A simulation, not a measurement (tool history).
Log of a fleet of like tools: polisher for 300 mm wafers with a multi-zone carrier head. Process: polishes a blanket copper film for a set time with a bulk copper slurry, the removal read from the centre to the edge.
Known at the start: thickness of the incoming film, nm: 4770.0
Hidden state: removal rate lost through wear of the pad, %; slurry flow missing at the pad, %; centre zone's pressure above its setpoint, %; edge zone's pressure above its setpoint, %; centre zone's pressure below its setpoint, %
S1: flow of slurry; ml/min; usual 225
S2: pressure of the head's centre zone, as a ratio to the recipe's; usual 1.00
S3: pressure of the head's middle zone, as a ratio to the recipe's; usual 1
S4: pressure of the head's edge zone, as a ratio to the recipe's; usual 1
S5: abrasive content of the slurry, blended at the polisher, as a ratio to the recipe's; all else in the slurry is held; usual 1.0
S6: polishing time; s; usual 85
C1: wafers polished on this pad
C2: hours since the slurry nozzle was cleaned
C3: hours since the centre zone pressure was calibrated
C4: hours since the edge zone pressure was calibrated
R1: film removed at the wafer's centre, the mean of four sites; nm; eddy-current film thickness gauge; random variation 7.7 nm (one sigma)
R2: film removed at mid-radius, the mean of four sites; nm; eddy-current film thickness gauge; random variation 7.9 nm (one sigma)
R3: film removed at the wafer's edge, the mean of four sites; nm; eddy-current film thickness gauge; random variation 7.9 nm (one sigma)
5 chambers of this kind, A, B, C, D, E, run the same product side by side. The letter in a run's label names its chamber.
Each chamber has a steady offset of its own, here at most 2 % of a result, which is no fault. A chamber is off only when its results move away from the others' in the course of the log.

run 1D hour=8.8 | S1=225 S2=1.00 S3=1 S4=1 S5=1.0 S6=85 | C1=904 C2=137.0 C3=1152.1 C4=355.5 | R1=565.93 R2=553.09 R3=542.63
-- hour=12.3 chamber C: worn pad replaced by a new one
run 2E hour=13.6 | S1=225 S2=1.00 S3=1 S4=1 S5=1.0 S6=85 | C1=601 C2=508.4 C3=202.7 C4=789.3 | R1=548.36 R2=569.89 R3=550.31
run 3A hour=21.5 | S1=225 S2=1.00 S3=1 S4=1 S5=1.0 S6=85 | C1=516 C2=587.6 C3=1113.4 C4=522.3 | R1=560.17 R2=539.65 R3=567.03
run 4B hour=27.9 | S1=225 S2=1.00 S3=1 S4=1 S5=1.0 S6=85 | C1=715 C2=333.7 C3=310.8 C4=1047.1 | R1=555.77 R2=564.10 R3=560.52
run 5C hour=35.1 | S1=225 S2=1.00 S3=1 S4=1 S5=1.0 S6=85 | C1=188 C2=168.1 C3=654.0 C4=164.1 | R1=561.13 R2=558.99 R3=570.25
-- hour=39.4 chamber A: slurry nozzle cleaned
run 6E hour=42.2 | S1=295 S2=0.90 S3=1 S4=1 S5=1.0 S6=85 | C1=836 C2=537.0 C3=231.3 C4=817.9 | R1=532.00 R2=581.84 R3=561.60
-- hour=49.0 chamber D: worn pad replaced by a new one
run 7C hour=49.5 | S1=295 S2=0.90 S3=1 S4=1 S5=1.0 S6=85 | C1=306 C2=182.5 C3=668.4 C4=178.5 | R1=503.68 R2=575.93 R3=573.21
-- hour=55.9 chamber E: worn pad replaced by a new one
-- hour=57.3 chamber E: slurry nozzle cleaned
run 8B hour=57.3 | S1=295 S2=0.90 S3=1 S4=1 S5=1.0 S6=85 | C1=957 C2=363.1 C3=340.2 C4=1076.5 | R1=512.60 R2=586.31 R3=582.99
run 9A hour=62.6 | S1=295 S2=0.90 S3=1 S4=1 S5=1.0 S6=85 | C1=854 C2=23.3 C3=1154.5 C4=563.4 | R1=511.77 R2=578.48 R3=573.05
run 10D hour=67.8 | S1=295 S2=0.90 S3=1 S4=1 S5=1.0 S6=85 | C1=155 C2=196.0 C3=1211.1 C4=414.5 | R1=514.14 R2=580.23 R3=572.83
run 11C hour=72.6 | S1=225 S2=1.00 S3=1 S4=1 S5=1.0 S6=85 | C1=496 C2=205.6 C3=691.5 C4=201.6 | R1=581.81 R2=554.05 R3=560.78
run 12A hour=81.3 | S1=225 S2=1.00 S3=1 S4=1 S5=1.0 S6=85 | C1=1008 C2=42.0 C3=1173.2 C4=582.1 | R1=562.07 R2=569.25 R3=568.24
-- hour=82.9 chamber A: worn pad replaced by a new one
run 13E hour=86.7 | S1=225 S2=1.00 S3=1 S4=1 S5=1.0 S6=85 | C1=254 C2=29.4 C3=275.8 C4=862.4 | R1=570.66 R2=568.01 R3=552.37
-- hour=90.8 chamber B: worn pad replaced by a new one
run 14D hour=92.7 | S1=225 S2=1.00 S3=1 S4=1 S5=1.0 S6=85 | C1=360 C2=220.9 C3=1236.0 C4=439.4 | R1=548.32 R2=573.30 R3=561.67
run 15B hour=101.3 | S1=225 S2=1.00 S3=1 S4=1 S5=1.0 S6=85 | C1=86 C2=407.1 C3=384.2 C4=1120.5 | R1=523.51 R2=582.20 R3=559.16
run 16C hour=107.6 | S1=250 S2=1.06 S3=1 S4=1 S5=1.0 S6=85 | C1=784 C2=240.6 C3=726.5 C4=236.6 | R1=603.00 R2=577.59 R3=562.35
-- hour=111.7 chamber C: slurry nozzle cleaned
run 17D hour=113.8 | S1=250 S2=1.06 S3=1 S4=1 S5=1.0 S6=85 | C1=533 C2=242.0 C3=1257.1 C4=460.5 | R1=607.07 R2=567.41 R3=571.25
-- hour=117.9 chamber A: centre zone pressure recalibrated
run 18B hour=122.8 | S1=250 S2=1.06 S3=1 S4=1 S5=1.0 S6=85 | C1=263 C2=428.6 C3=405.7 C4=1142.0 | R1=555.67 R2=571.16 R3=562.34
-- hour=129.7 chamber E: edge zone pressure recalibrated
run 19A hour=131.2 | S1=250 S2=1.06 S3=1 S4=1 S5=1.0 S6=85 | C1=397 C2=91.9 C3=13.4 C4=632.0 | R1=597.95 R2=578.09 R3=567.26
-- hour=132.9 chamber C: worn pad replaced by a new one
run 20E hour=137.6 | S1=250 S2=1.06 S3=1 S4=1 S5=1.0 S6=85 | C1=672 C2=80.3 C3=326.7 C4=7.9 | R1=594.26 R2=569.94 R3=548.87
run 21A hour=142.4 | S1=225 S2=1.00 S3=1 S4=1 S5=1.0 S6=85 | C1=489 C2=103.1 C3=24.6 C4=643.2 | R1=555.47 R2=559.86 R3=555.72
run 22C hour=147.9 | S1=225 S2=1.00 S3=1 S4=1 S5=1.0 S6=85 | C1=123 C2=36.2 C3=766.8 C4=276.9 | R1=565.21 R2=555.51 R3=563.31
run 23D hour=151.8 | S1=185 S2=0.92 S3=1 S4=1 S5=1.0 S6=85 | C1=846 C2=280.0 C3=1295.1 C4=498.5 | R1=496.14 R2=552.25 R3=564.67
-- hour=158.1 chamber D: centre zone pressure recalibrated
run 24E hour=160.8 | S1=185 S2=0.92 S3=1 S4=1 S5=1.0 S6=85 | C1=863 C2=103.5 C3=349.9 C4=31.1 | R1=507.67 R2=542.64 R3=542.48
run 25B hour=169.8 | S1=185 S2=0.92 S3=1 S4=1 S5=1.0 S6=85 | C1=650 C2=475.6 C3=452.7 C4=1189.0 | R1=444.30 R2=543.45 R3=547.65
-- hour=170.4 chamber E: worn pad replaced by a new one
run 26A hour=175.4 | S1=185 S2=0.92 S3=1 S4=1 S5=1.0 S6=85 | C1=761 C2=136.1 C3=57.6 C4=676.2 | R1=506.04 R2=535.83 R3=549.35
-- hour=180.6 chamber B: slurry nozzle cleaned
run 27E hour=182.3 | S1=185 S2=0.92 S3=1 S4=1 S5=1.0 S6=85 | C1=98 C2=125.0 C3=371.4 C4=52.6 | R1=505.14 R2=557.46 R3=543.06
run 28C hour=186.8 | S1=225 S2=1.00 S3=1 S4=1 S5=1.0 S6=85 | C1=443 C2=75.1 C3=805.7 C4=315.8 | R1=567.76 R2=550.96 R3=542.28
run 29D hour=192.2 | S1=225 S2=1.00 S3=1 S4=1 S5=0.7 S6=85 | C1=1178 C2=320.4 C3=34.2 C4=538.9 | R1=523.86 R2=525.97 R3=521.25
run 30B hour=196.3 | S1=225 S2=1.00 S3=1 S4=1 S5=0.7 S6=85 | C1=868 C2=15.7 C3=479.2 C4=1215.5 | R1=460.52 R2=516.24 R3=512.71
run 31B hour=202.6 | S1=225 S2=1.00 S3=1 S4=1 S5=0.7 S6=85 | C1=920 C2=22.0 C3=485.5 C4=1221.8 | R1=452.03 R2=519.08 R3=509.66
run 32C hour=210.4 | S1=225 S2=1.00 S3=1 S4=1 S5=0.7 S6=85 | C1=637 C2=98.7 C3=829.3 C4=339.4 | R1=518.16 R2=519.14 R3=531.69

Next, every chamber runs the same settings. What will each give?
run 33A hour=217.0 | S1=225 S2=1.00 S3=1 S4=1 S5=1.0 S6=85 | R1=? R2=? R3=?
run 33B hour=217.0 | S1=225 S2=1.00 S3=1 S4=1 S5=1.0 S6=85 | R1=? R2=? R3=?
run 33C hour=217.0 | S1=225 S2=1.00 S3=1 S4=1 S5=1.0 S6=85 | R1=? R2=? R3=?
run 33D hour=217.0 | S1=225 S2=1.00 S3=1 S4=1 S5=1.0 S6=85 | R1=? R2=? R3=?
run 33E hour=217.0 | S1=225 S2=1.00 S3=1 S4=1 S5=1.0 S6=85 | R1=? R2=? R3=?

run=33A R1=572.31 R2=567.43 R3=566.15
run=33B R1=493.26 R2=562.83 R3=567.49
run=33C R1=543.94 R2=554.96 R3=558.66
run=33D R1=553.73 R2=564.80 R3=561.06
run=33E R1=575.41 R2=554.77 R3=551.80
